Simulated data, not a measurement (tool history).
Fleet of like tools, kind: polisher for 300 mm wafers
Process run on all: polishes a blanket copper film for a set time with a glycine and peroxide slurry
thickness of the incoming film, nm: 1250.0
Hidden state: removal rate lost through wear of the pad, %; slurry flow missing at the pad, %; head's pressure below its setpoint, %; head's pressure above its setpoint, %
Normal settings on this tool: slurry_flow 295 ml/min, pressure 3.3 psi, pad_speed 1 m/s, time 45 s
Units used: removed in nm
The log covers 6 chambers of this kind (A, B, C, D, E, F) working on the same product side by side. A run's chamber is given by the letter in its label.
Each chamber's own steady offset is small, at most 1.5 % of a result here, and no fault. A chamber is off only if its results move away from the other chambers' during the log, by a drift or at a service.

run	hour	slurry_flow	pressure	pad_speed	time	wafers polished on this pad	hours since the slurry nozzle was cleaned	hours since the head pressure was calibrated	removed
# hour 5.1: chamber C: worn pad replaced by a new one
# hour 5.8: chamber D: worn pad replaced by a new one
# hour 6: chamber F: worn pad replaced by a new one
# hour 8.6: chamber B: worn pad replaced by a new one
1B	9	295	3.3	1	45	3	51.8	26.9	229.93
2A	17.3	295	3.3	1	45	647	35.5	1436	230.88
3F	22.3	295	3.3	1	45	114	44.7	345.8	233.2
# hour 25.2: chamber A: worn pad replaced by a new one
4D	26.9	295	3.3	1	45	148	578.9	532.8	234.64
5E	32.1	295	3.3	1	45	368	315.5	1130.2	229.53
6C	40.1	295	3.3	1	45	245	318.3	316	228.92
7F	46.6	295	3.3	1	45	285	69	370.1	236.45
8B	53.8	205	3.3	1.16	45	317	96.6	71.7	248.99
9D	62.5	205	3.3	1.16	45	398	614.5	568.4	258.36
10A	69.6	205	3.3	1.16	45	312	87.8	1488.3	253.19
11E	73.5	205	3.3	1.16	45	658	356.9	1171.6	254.95
12C	79.9	205	3.3	1.16	45	525	358.1	355.8	254.34
# hour 82.6: chamber E: slurry nozzle cleaned
13E	84.4	205	3.3	1.16	45	735	1.8	1182.5	254.86
# hour 84.7: chamber E: worn pad replaced by a new one
# hour 86.3: chamber C: worn pad replaced by a new one
14A	89.9	295	3.3	1	45	454	108.1	1508.6	227.25
# hour 94.9: chamber D: slurry nozzle cleaned
15D	96.7	295	3.3	1	45	638	1.8	602.6	238.33
# hour 97.4: chamber F: worn pad replaced by a new one
16B	104.5	295	3.3	1	45	673	147.3	122.4	232.27
17C	108.6	295	3.3	1	45	157	386.8	384.5	230.39
# hour 112.1: chamber A: worn pad replaced by a new one
18F	115.7	295	3.3	0.8	45	129	138.1	439.2	193.92
19B	120.6	295	3.3	0.8	45	786	163.4	138.5	190.98
20D	126	295	3.3	0.8	45	844	31.1	631.9	198.51
21A	133.1	295	3.3	0.8	45	147	151.3	1551.8	192.81
22E	137.9	295	3.3	0.8	45	373	55.3	1236	195.8
23C	146.6	295	3.3	0.8	45	423	424.8	422.5	191.66
# hour 148.4: chamber A: head pressure recalibrated
24F	150.8	295	3.3	1	45	375	173.2	474.3	235.18
25A	159.9	295	3.3	1	45	335	178.1	11.5	234.72
# hour 167: chamber C: slurry nozzle cleaned
26D	167.9	295	3.3	1	45	1138	73	673.8	244.97
# hour 173.5: chamber C: worn pad replaced by a new one
27C	173.8	295	3.3	1	45	2	6.9	449.7	226.37
28B	179.9	295	4.3	0.84	45	1202	222.7	197.8	248.93
# hour 181.4: chamber B: worn pad replaced by a new one
# hour 184.2: chamber D: worn pad replaced by a new one
29E	184.7	295	4.3	0.84	45	701	102.1	1282.8	253.96
30F	189.3	295	4.3	0.84	45	645	211.7	512.8	250.49
# hour 193.2: chamber E: worn pad replaced by a new one
31B	196.4	295	4.3	0.84	45	105	239.2	214.3	247.4
# hour 197.4: chamber F: worn pad replaced by a new one
32D	202	295	4.3	0.84	45	125	107.1	707.9	264.18
# hour 207.8: chamber A: worn pad replaced by a new one
33F	210.9	295	4.3	0.84	45	95	233.3	534.4	249.11
# hour 213.6: chamber E: head pressure recalibrated
34E	217	295	3.3	1	45	167	134.4	3.5	229.72
35C	221.8	295	3.3	1	45	339	54.9	497.7	232.59
36A	228	295	3.3	1	45	142	246.2	79.6	238.5
37E	233	295	3.3	1	45	279	150.4	19.5	232.1
38D	239.4	295	3.3	1	45	387	144.5	745.3	248.64

All chambers now run identical settings, listed one chamber a line with results as question marks. What results will each chamber show?
39A	245.9	295	3.3	1	45				?
39B	245.9	295	3.3	1	45				?
39C	245.9	295	3.3	1	45				?
39D	245.9	295	3.3	1	45				?
39E	245.9	295	3.3	1	45				?
39F	245.9	295	3.3	1	45				?

run	removed
39A	236.73
39B	233.13
39C	232.32
39D	254.45
39E	233.6
39F	233.41

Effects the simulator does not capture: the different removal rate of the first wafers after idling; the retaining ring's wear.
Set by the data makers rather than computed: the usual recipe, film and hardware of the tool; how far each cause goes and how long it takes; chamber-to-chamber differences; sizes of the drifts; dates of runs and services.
